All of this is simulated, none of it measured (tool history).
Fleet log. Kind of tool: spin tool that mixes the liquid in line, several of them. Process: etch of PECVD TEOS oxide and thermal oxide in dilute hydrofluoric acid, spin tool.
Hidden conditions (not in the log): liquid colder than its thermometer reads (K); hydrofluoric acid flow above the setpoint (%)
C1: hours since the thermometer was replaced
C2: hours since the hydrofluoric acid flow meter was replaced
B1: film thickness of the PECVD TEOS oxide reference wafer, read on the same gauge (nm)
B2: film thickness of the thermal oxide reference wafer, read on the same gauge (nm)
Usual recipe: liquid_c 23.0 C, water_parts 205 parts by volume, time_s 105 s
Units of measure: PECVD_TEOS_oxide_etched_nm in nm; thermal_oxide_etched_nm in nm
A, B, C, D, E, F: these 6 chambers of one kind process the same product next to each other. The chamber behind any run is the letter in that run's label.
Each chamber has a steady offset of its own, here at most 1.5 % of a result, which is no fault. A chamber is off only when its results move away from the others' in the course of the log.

{"run": "1F", "hour": 3.8, "liquid_c": 23.0, "water_parts": 205, "time_s": 105, "C1": 257.5, "C2": 920.5, "B1": 79.998, "B2": 80.069, "PECVD_TEOS_oxide_etched_nm": 5.478, "thermal_oxide_etched_nm": 2.1566}
{"run": "2C", "hour": 10.6, "liquid_c": 23.0, "water_parts": 205, "time_s": 105, "C1": 1295.9, "C2": 1983.7, "B1": 80.012, "B2": 79.97, "PECVD_TEOS_oxide_etched_nm": 5.4326, "thermal_oxide_etched_nm": 2.102}
{"run": "3D", "hour": 16.2, "liquid_c": 23.0, "water_parts": 205, "time_s": 105, "C1": 452.1, "C2": 666.1, "B1": 79.991, "B2": 79.956, "PECVD_TEOS_oxide_etched_nm": 5.3359, "thermal_oxide_etched_nm": 2.1683}
{"run": "4A", "hour": 21.2, "liquid_c": 23.0, "water_parts": 205, "time_s": 105, "C1": 1559.3, "C2": 803.9, "B1": 80.006, "B2": 80.031, "PECVD_TEOS_oxide_etched_nm": 5.4434, "thermal_oxide_etched_nm": 2.19}
{"run": "5B", "hour": 27.3, "liquid_c": 18.5, "water_parts": 205, "time_s": 105, "C1": 1935.9, "C2": 799.8, "B1": 79.988, "B2": 79.962, "PECVD_TEOS_oxide_etched_nm": 4.5565, "thermal_oxide_etched_nm": 1.8256}
{"run": "6E", "hour": 32.7, "liquid_c": 18.5, "water_parts": 205, "time_s": 105, "C1": 1163.5, "C2": 233.3, "B1": 80.0, "B2": 80.035, "PECVD_TEOS_oxide_etched_nm": 4.606, "thermal_oxide_etched_nm": 1.7779}
{"run": "7F", "hour": 39.9, "liquid_c": 18.5, "water_parts": 205, "time_s": 105, "C1": 293.6, "C2": 956.6, "B1": 80.003, "B2": 79.98, "PECVD_TEOS_oxide_etched_nm": 4.6555, "thermal_oxide_etched_nm": 1.8261}
{"run": "8A", "hour": 45.7, "liquid_c": 18.5, "water_parts": 205, "time_s": 105, "C1": 1583.8, "C2": 828.4, "B1": 80.007, "B2": 80.024, "PECVD_TEOS_oxide_etched_nm": 4.5246, "thermal_oxide_etched_nm": 1.8358}
{"run": "9E", "hour": 51.5, "liquid_c": 18.5, "water_parts": 205, "time_s": 105, "C1": 1182.3, "C2": 252.1, "B1": 80.003, "B2": 80.033, "PECVD_TEOS_oxide_etched_nm": 4.6572, "thermal_oxide_etched_nm": 1.8359}
{"run": "10D", "hour": 57.1, "liquid_c": 18.5, "water_parts": 205, "time_s": 105, "C1": 493.0, "C2": 707.0, "B1": 80.014, "B2": 80.003, "PECVD_TEOS_oxide_etched_nm": 4.4663, "thermal_oxide_etched_nm": 1.8404}
{"run": "11B", "hour": 62.8, "liquid_c": 23.0, "water_parts": 205, "time_s": 105, "C1": 1971.4, "C2": 835.3, "B1": 79.983, "B2": 79.982, "PECVD_TEOS_oxide_etched_nm": 5.475, "thermal_oxide_etched_nm": 2.2057}
{"run": "12C", "hour": 70.1, "liquid_c": 23.0, "water_parts": 205, "time_s": 105, "C1": 1355.4, "C2": 2043.2, "B1": 79.973, "B2": 80.02, "PECVD_TEOS_oxide_etched_nm": 5.4547, "thermal_oxide_etched_nm": 2.1647}
{"run": "13C", "hour": 77.8, "liquid_c": 23.0, "water_parts": 205, "time_s": 105, "C1": 1363.1, "C2": 2050.9, "B1": 79.994, "B2": 80.018, "PECVD_TEOS_oxide_etched_nm": 5.4437, "thermal_oxide_etched_nm": 2.11}
{"run": "14D", "hour": 85.8, "liquid_c": 27.5, "water_parts": 205, "time_s": 55, "C1": 521.7, "C2": 735.7, "B1": 80.002, "B2": 79.994, "PECVD_TEOS_oxide_etched_nm": 3.3339, "thermal_oxide_etched_nm": 1.304}
{"run": "15B", "hour": 89.8, "liquid_c": 27.5, "water_parts": 205, "time_s": 55, "C1": 1998.4, "C2": 862.3, "B1": 80.008, "B2": 80.015, "PECVD_TEOS_oxide_etched_nm": 3.3641, "thermal_oxide_etched_nm": 1.3016}
{"run": "16F", "hour": 97.0, "liquid_c": 27.5, "water_parts": 205, "time_s": 55, "C1": 350.7, "C2": 1013.7, "B1": 80.017, "B2": 79.978, "PECVD_TEOS_oxide_etched_nm": 3.414, "thermal_oxide_etched_nm": 1.3127}
{"run": "17E", "hour": 105.3, "liquid_c": 27.5, "water_parts": 205, "time_s": 55, "C1": 1236.1, "C2": 305.9, "B1": 79.993, "B2": 80.016, "PECVD_TEOS_oxide_etched_nm": 3.3481, "thermal_oxide_etched_nm": 1.3275}
{"run": "18A", "hour": 109.9, "liquid_c": 27.5, "water_parts": 205, "time_s": 55, "C1": 1648.0, "C2": 892.6, "B1": 80.008, "B2": 80.027, "PECVD_TEOS_oxide_etched_nm": 3.3006, "thermal_oxide_etched_nm": 1.3455}
{"run": "19E", "hour": 115.2, "liquid_c": 27.5, "water_parts": 205, "time_s": 55, "C1": 1246.0, "C2": 315.8, "B1": 79.996, "B2": 80.03, "PECVD_TEOS_oxide_etched_nm": 3.3644, "thermal_oxide_etched_nm": 1.3452}
{"run": "20A", "hour": 121.6, "liquid_c": 23.0, "water_parts": 205, "time_s": 105, "C1": 1659.7, "C2": 904.3, "B1": 80.003, "B2": 80.004, "PECVD_TEOS_oxide_etched_nm": 5.3956, "thermal_oxide_etched_nm": 2.1625}
{"run": "21F", "hour": 126.2, "liquid_c": 23.0, "water_parts": 205, "time_s": 105, "C1": 379.9, "C2": 1042.9, "B1": 79.993, "B2": 79.996, "PECVD_TEOS_oxide_etched_nm": 5.47, "thermal_oxide_etched_nm": 2.1678}
{"run": "22B", "hour": 134.0, "liquid_c": 23.0, "water_parts": 205, "time_s": 105, "C1": 2042.6, "C2": 906.5, "B1": 80.024, "B2": 79.989, "PECVD_TEOS_oxide_etched_nm": 5.5211, "thermal_oxide_etched_nm": 2.1531}
{"run": "23D", "hour": 141.0, "liquid_c": 23.0, "water_parts": 205, "time_s": 105, "C1": 576.9, "C2": 790.9, "B1": 80.001, "B2": 79.991, "PECVD_TEOS_oxide_etched_nm": 5.2196, "thermal_oxide_etched_nm": 2.0738}
{"run": "24C", "hour": 145.0, "liquid_c": 23.0, "water_parts": 205, "time_s": 105, "C1": 1430.3, "C2": 2118.1, "B1": 79.998, "B2": 80.003, "PECVD_TEOS_oxide_etched_nm": 5.5195, "thermal_oxide_etched_nm": 2.1184}
{"run": "25B", "hour": 150.6, "liquid_c": 23.0, "water_parts": 150, "time_s": 105, "C1": 2059.2, "C2": 923.1, "B1": 79.98, "B2": 80.028, "PECVD_TEOS_oxide_etched_nm": 8.1009, "thermal_oxide_etched_nm": 3.15}
{"run": "26E", "hour": 157.2, "liquid_c": 23.0, "water_parts": 150, "time_s": 105, "C1": 1288.0, "C2": 357.8, "B1": 80.012, "B2": 80.013, "PECVD_TEOS_oxide_etched_nm": 7.8581, "thermal_oxide_etched_nm": 3.1523}
{"run": "27F", "hour": 162.0, "liquid_c": 23.0, "water_parts": 150, "time_s": 105, "C1": 415.7, "C2": 1078.7, "B1": 80.008, "B2": 79.971, "PECVD_TEOS_oxide_etched_nm": 7.8753, "thermal_oxide_etched_nm": 3.127}
{"run": "28C", "hour": 170.3, "liquid_c": 23.0, "water_parts": 150, "time_s": 105, "C1": 1455.6, "C2": 2143.4, "B1": 79.984, "B2": 79.976, "PECVD_TEOS_oxide_etched_nm": 7.9257, "thermal_oxide_etched_nm": 3.0548}
{"run": "29A", "hour": 178.7, "liquid_c": 23.0, "water_parts": 150, "time_s": 105, "C1": 1716.8, "C2": 961.4, "B1": 80.0, "B2": 79.963, "PECVD_TEOS_oxide_etched_nm": 7.9297, "thermal_oxide_etched_nm": 3.043}
{"run": "30D", "hour": 183.9, "liquid_c": 23.0, "water_parts": 150, "time_s": 105, "C1": 619.8, "C2": 833.8, "B1": 79.999, "B2": 79.982, "PECVD_TEOS_oxide_etched_nm": 7.4433, "thermal_oxide_etched_nm": 3.0192}
{"run": "31F", "hour": 188.6, "liquid_c": 23.0, "water_parts": 205, "time_s": 105, "C1": 442.3, "C2": 1105.3, "B1": 80.005, "B2": 80.072, "PECVD_TEOS_oxide_etched_nm": 5.4116, "thermal_oxide_etched_nm": 2.1354}
{"hour": 196.1, "done": "chamber F: hydrofluoric acid flow meter replaced"}
{"run": "32A", "hour": 196.3, "liquid_c": 23.0, "water_parts": 205, "time_s": 105, "C1": 1734.4, "C2": 979.0, "B1": 79.986, "B2": 79.966, "PECVD_TEOS_oxide_etched_nm": 5.4245, "thermal_oxide_etched_nm": 2.1866}
{"run": "33C", "hour": 203.8, "liquid_c": 23.0, "water_parts": 205, "time_s": 105, "C1": 1489.1, "C2": 2176.9, "B1": 79.989, "B2": 80.003, "PECVD_TEOS_oxide_etched_nm": 5.5234, "thermal_oxide_etched_nm": 2.0828}
{"hour": 208.5, "done": "chamber B: hydrofluoric acid flow meter replaced"}
{"hour": 209.6, "done": "chamber C: hydrofluoric acid flow meter replaced"}
{"run": "34D", "hour": 211.1, "liquid_c": 23.0, "water_parts": 285, "time_s": 105, "C1": 647.0, "C2": 861.0, "B1": 79.985, "B2": 80.043, "PECVD_TEOS_oxide_etched_nm": 3.3542, "thermal_oxide_etched_nm": 1.3304}
{"run": "35E", "hour": 215.2, "liquid_c": 23.0, "water_parts": 285, "time_s": 105, "C1": 1346.0, "C2": 415.8, "B1": 79.99, "B2": 79.978, "PECVD_TEOS_oxide_etched_nm": 3.6889, "thermal_oxide_etched_nm": 1.4321}
{"run": "36B", "hour": 219.1, "liquid_c": 23.0, "water_parts": 285, "time_s": 105, "C1": 2127.7, "C2": 10.6, "B1": 79.999, "B2": 79.982, "PECVD_TEOS_oxide_etched_nm": 3.5869, "thermal_oxide_etched_nm": 1.4147}
{"run": "37C", "hour": 227.6, "liquid_c": 23.0, "water_parts": 285, "time_s": 105, "C1": 1512.9, "C2": 18.0, "B1": 79.99, "B2": 80.022, "PECVD_TEOS_oxide_etched_nm": 3.6235, "thermal_oxide_etched_nm": 1.4039}
{"run": "38F", "hour": 235.1, "liquid_c": 23.0, "water_parts": 285, "time_s": 105, "C1": 488.8, "C2": 39.0, "B1": 79.986, "B2": 79.964, "PECVD_TEOS_oxide_etched_nm": 3.6422, "thermal_oxide_etched_nm": 1.4037}
{"run": "39D", "hour": 241.6, "liquid_c": 23.0, "water_parts": 285, "time_s": 105, "C1": 677.5, "C2": 891.5, "B1": 80.007, "B2": 79.985, "PECVD_TEOS_oxide_etched_nm": 3.2729, "thermal_oxide_etched_nm": 1.3328}

Next, every chamber runs the same settings. What will each give?
{"run": "40A", "hour": 247.8, "liquid_c": 26.5, "water_parts": 205, "time_s": 105, "PECVD_TEOS_oxide_etched_nm": "?", "thermal_oxide_etched_nm": "?"}
{"run": "40B", "hour": 247.8, "liquid_c": 26.5, "water_parts": 205, "time_s": 105, "PECVD_TEOS_oxide_etched_nm": "?", "thermal_oxide_etched_nm": "?"}
{"run": "40C", "hour": 247.8, "liquid_c": 26.5, "water_parts": 205, "time_s": 105, "PECVD_TEOS_oxide_etched_nm": "?", "thermal_oxide_etched_nm": "?"}
{"run": "40D", "hour": 247.8, "liquid_c": 26.5, "water_parts": 205, "time_s": 105, "PECVD_TEOS_oxide_etched_nm": "?", "thermal_oxide_etched_nm": "?"}
{"run": "40E", "hour": 247.8, "liquid_c": 26.5, "water_parts": 205, "time_s": 105, "PECVD_TEOS_oxide_etched_nm": "?", "thermal_oxide_etched_nm": "?"}
{"run": "40F", "hour": 247.8, "liquid_c": 26.5, "water_parts": 205, "time_s": 105, "PECVD_TEOS_oxide_etched_nm": "?", "thermal_oxide_etched_nm": "?"}

run=40A PECVD_TEOS_oxide_etched_nm=6.0993 thermal_oxide_etched_nm=2.3868
run=40B PECVD_TEOS_oxide_etched_nm=6.2152 thermal_oxide_etched_nm=2.4759
run=40C PECVD_TEOS_oxide_etched_nm=6.2528 thermal_oxide_etched_nm=2.4664
run=40D PECVD_TEOS_oxide_etched_nm=5.7140 thermal_oxide_etched_nm=2.2995
run=40E PECVD_TEOS_oxide_etched_nm=6.2297 thermal_oxide_etched_nm=2.5113
run=40F PECVD_TEOS_oxide_etched_nm=6.1456 thermal_oxide_etched_nm=2.3877

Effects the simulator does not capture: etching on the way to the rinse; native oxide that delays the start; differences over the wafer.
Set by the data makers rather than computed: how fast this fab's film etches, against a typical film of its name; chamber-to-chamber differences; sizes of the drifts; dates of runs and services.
